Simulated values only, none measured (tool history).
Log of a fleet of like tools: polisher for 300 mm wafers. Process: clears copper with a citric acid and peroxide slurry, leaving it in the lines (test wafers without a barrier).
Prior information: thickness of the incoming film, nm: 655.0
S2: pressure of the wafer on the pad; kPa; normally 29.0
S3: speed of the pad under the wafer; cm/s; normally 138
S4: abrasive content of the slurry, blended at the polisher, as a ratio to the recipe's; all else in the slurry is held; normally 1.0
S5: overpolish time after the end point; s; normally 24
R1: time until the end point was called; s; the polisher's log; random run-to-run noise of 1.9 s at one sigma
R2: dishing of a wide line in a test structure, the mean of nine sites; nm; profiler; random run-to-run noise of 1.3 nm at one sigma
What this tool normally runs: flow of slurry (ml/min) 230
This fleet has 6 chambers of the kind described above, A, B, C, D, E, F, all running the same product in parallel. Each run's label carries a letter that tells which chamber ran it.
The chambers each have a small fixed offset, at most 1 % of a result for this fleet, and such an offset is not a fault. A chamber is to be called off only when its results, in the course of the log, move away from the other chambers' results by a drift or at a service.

At hour 8.1: chamber B: slurry nozzle cleaned.
At hour 8.4: chamber A: worn pad replaced by a new one.
Run 1B, hour 10.7: usual settings. Result: R1 161.87 s, R2 59.141 nm.
At hour 13.3: chamber C: worn pad replaced by a new one.
Run 2D, hour 18.3: usual settings. Result: R1 160.36 s, R2 60.608 nm.
Run 3F, hour 27.7: usual settings. Result: R1 157.33 s, R2 57.206 nm.
Run 4A, hour 39.0: usual settings. Result: R1 162.70 s, R2 58.217 nm.
At hour 42.9: chamber A: head pressure recalibrated.
Run 5E, hour 45.6: usual settings. Result: R1 160.16 s, R2 61.859 nm.
At hour 47.4: chamber D: slurry blender recalibrated.
At hour 48.5: chamber F: slurry nozzle cleaned.
At hour 54.3: chamber E: worn pad replaced by a new one.
At hour 54.5: chamber A: slurry nozzle cleaned.
Run 6C, hour 54.7: usual settings but flow of slurry (ml/min) 155, S4 0.9. Result: R1 173.81 s, R2 54.706 nm.
At hour 61.6: chamber B: slurry blender recalibrated.
Run 7A, hour 63.8: usual settings but flow of slurry (ml/min) 155, S4 0.9. Result: R1 174.88 s, R2 56.126 nm.
At hour 67.1: chamber D: worn pad replaced by a new one.
Run 8D, hour 69.3: usual settings but flow of slurry (ml/min) 155, S4 0.9. Result: R1 170.28 s, R2 56.361 nm.
Run 9B, hour 75.1: usual settings but flow of slurry (ml/min) 155, S4 0.9. Result: R1 171.07 s, R2 53.766 nm.
Run 10F, hour 81.1: usual settings but flow of slurry (ml/min) 155, S4 0.9. Result: R1 168.84 s, R2 54.523 nm.
At hour 84.6: chamber A: slurry blender recalibrated.
Run 11C, hour 89.0: usual settings but flow of slurry (ml/min) 155, S4 0.9. Result: R1 172.69 s, R2 54.833 nm.
Run 12E, hour 96.8: usual settings. Result: R1 157.81 s, R2 58.663 nm.
Run 13A, hour 108.0: usual settings. Result: R1 163.25 s, R2 58.616 nm.
Run 14E, hour 117.5: usual settings but S3 116 cm/s, S5 18 s. Result: R1 191.62 s, R2 42.196 nm.
At hour 121.4: chamber E: slurry blender recalibrated.
Run 15F, hour 124.0: usual settings but S3 116 cm/s, S5 18 s. Result: R1 189.08 s, R2 42.268 nm.
At hour 130.7: chamber A: worn pad replaced by a new one.
Run 16C, hour 133.6: usual settings but S3 116 cm/s, S5 18 s. Result: R1 188.71 s, R2 41.855 nm.
Run 17B, hour 143.9: usual settings but S3 116 cm/s, S5 18 s. Result: R1 185.77 s, R2 40.787 nm.
At hour 150.4: chamber C: worn pad replaced by a new one.
Run 18D, hour 156.1: usual settings but S3 116 cm/s, S5 18 s. Result: R1 187.20 s, R2 42.521 nm.
At hour 165.7: chamber C: slurry blender recalibrated.
Run 19E, hour 165.8: usual settings but S3 116 cm/s, S5 18 s. Result: R1 194.60 s, R2 41.398 nm.
At hour 168.8: chamber F: slurry blender recalibrated.
At hour 172.6: chamber D: worn pad replaced by a new one.
Run 20A, hour 177.0: usual settings. Result: R1 159.67 s, R2 57.564 nm.
At hour 182.3: chamber B: worn pad replaced by a new one.
Run 21F, hour 182.8: usual settings. Result: R1 161.80 s, R2 56.818 nm.
At hour 191.0: chamber D: head pressure recalibrated.
At hour 193.1: chamber B: slurry blender recalibrated.
Run 22C, hour 193.9: usual settings. Result: R1 162.15 s, R2 60.604 nm.
At hour 197.1: chamber E: slurry nozzle cleaned.
At hour 201.5: chamber A: slurry blender recalibrated.
Run 23D, hour 202.1: usual settings. Result: R1 162.79 s, R2 59.478 nm.
Run 24B, hour 211.9: usual settings. Result: R1 162.32 s, R2 59.469 nm.
Run 25A, hour 218.2: usual settings. Result: R1 166.32 s, R2 58.230 nm.
Run 26D, hour 230.9: usual settings. Result: R1 162.74 s, R2 58.489 nm.
At hour 235.8: chamber F: slurry nozzle cleaned.
At hour 235.8: chamber E: head pressure recalibrated.
At hour 236.8: chamber E: worn pad replaced by a new one.
Run 27F, hour 237.8: usual settings but flow of slurry (ml/min) 295. Result: R1 159.26 s, R2 56.665 nm.
Run 28C, hour 249.2: usual settings but flow of slurry (ml/min) 295. Result: R1 156.20 s, R2 61.212 nm.
At hour 253.5: chamber A: worn pad replaced by a new one.
Run 29B, hour 260.1: usual settings but flow of slurry (ml/min) 295. Result: R1 155.39 s, R2 62.831 nm.
Run 30E, hour 267.0: usual settings but flow of slurry (ml/min) 295. Result: R1 155.88 s, R2 59.185 nm.
Run 31E, hour 275.6: usual settings but flow of slurry (ml/min) 295. Result: R1 157.73 s, R2 61.464 nm.
At hour 277.8: chamber D: worn pad replaced by a new one.
At hour 280.8: chamber C: worn pad replaced by a new one.
Run 32F, hour 288.1: usual settings but flow of slurry (ml/min) 295. Result: R1 162.03 s, R2 56.273 nm.
Run 33C, hour 299.5: usual settings. Result: R1 162.03 s, R2 58.144 nm.
Run 34B, hour 307.3: usual settings. Result: R1 158.73 s, R2 59.344 nm.
Run 35D, hour 315.6: usual settings. Result: R1 162.58 s, R2 58.617 nm.
At hour 320.6: chamber A: slurry blender recalibrated.
Run 36A, hour 323.3: usual settings but flow of slurry (ml/min) 280, S5 33 s. Result: R1 161.66 s, R2 74.564 nm.
At hour 326.7: chamber D: slurry nozzle cleaned.
Run 37E, hour 333.2: usual settings but flow of slurry (ml/min) 280, S5 33 s. Result: R1 158.98 s, R2 75.356 nm.
Run 38B, hour 343.5: usual settings but flow of slurry (ml/min) 280, S5 33 s. Result: R1 155.50 s, R2 72.997 nm.
Run 39D, hour 354.2: usual settings but flow of slurry (ml/min) 280, S5 33 s. Result: R1 158.90 s, R2 72.919 nm.
Run 40A, hour 361.3: usual settings but flow of slurry (ml/min) 280, S5 33 s. Result: R1 162.98 s, R2 75.180 nm.
Run 41F, hour 369.5: usual settings but flow of slurry (ml/min) 280, S5 33 s. Result: R1 171.03 s, R2 69.208 nm.

Next, every chamber runs the same settings. What will each give?
Run 42A, hour 378.6: usual settings. Result: R1 ?, R2 ?.
Run 42B, hour 378.6: usual settings. Result: R1 ?, R2 ?.
Run 42C, hour 378.6: usual settings. Result: R1 ?, R2 ?.
Run 42D, hour 378.6: usual settings. Result: R1 ?, R2 ?.
Run 42E, hour 378.6: usual settings. Result: R1 ?, R2 ?.
Run 42F, hour 378.6: usual settings. Result: R1 ?, R2 ?.

run      R1      R2
42A  164.86  59.642
42B  159.76  54.959
42C  162.79  58.903
42D  158.17  57.489
42E  158.03  58.544
42F  174.49  54.034

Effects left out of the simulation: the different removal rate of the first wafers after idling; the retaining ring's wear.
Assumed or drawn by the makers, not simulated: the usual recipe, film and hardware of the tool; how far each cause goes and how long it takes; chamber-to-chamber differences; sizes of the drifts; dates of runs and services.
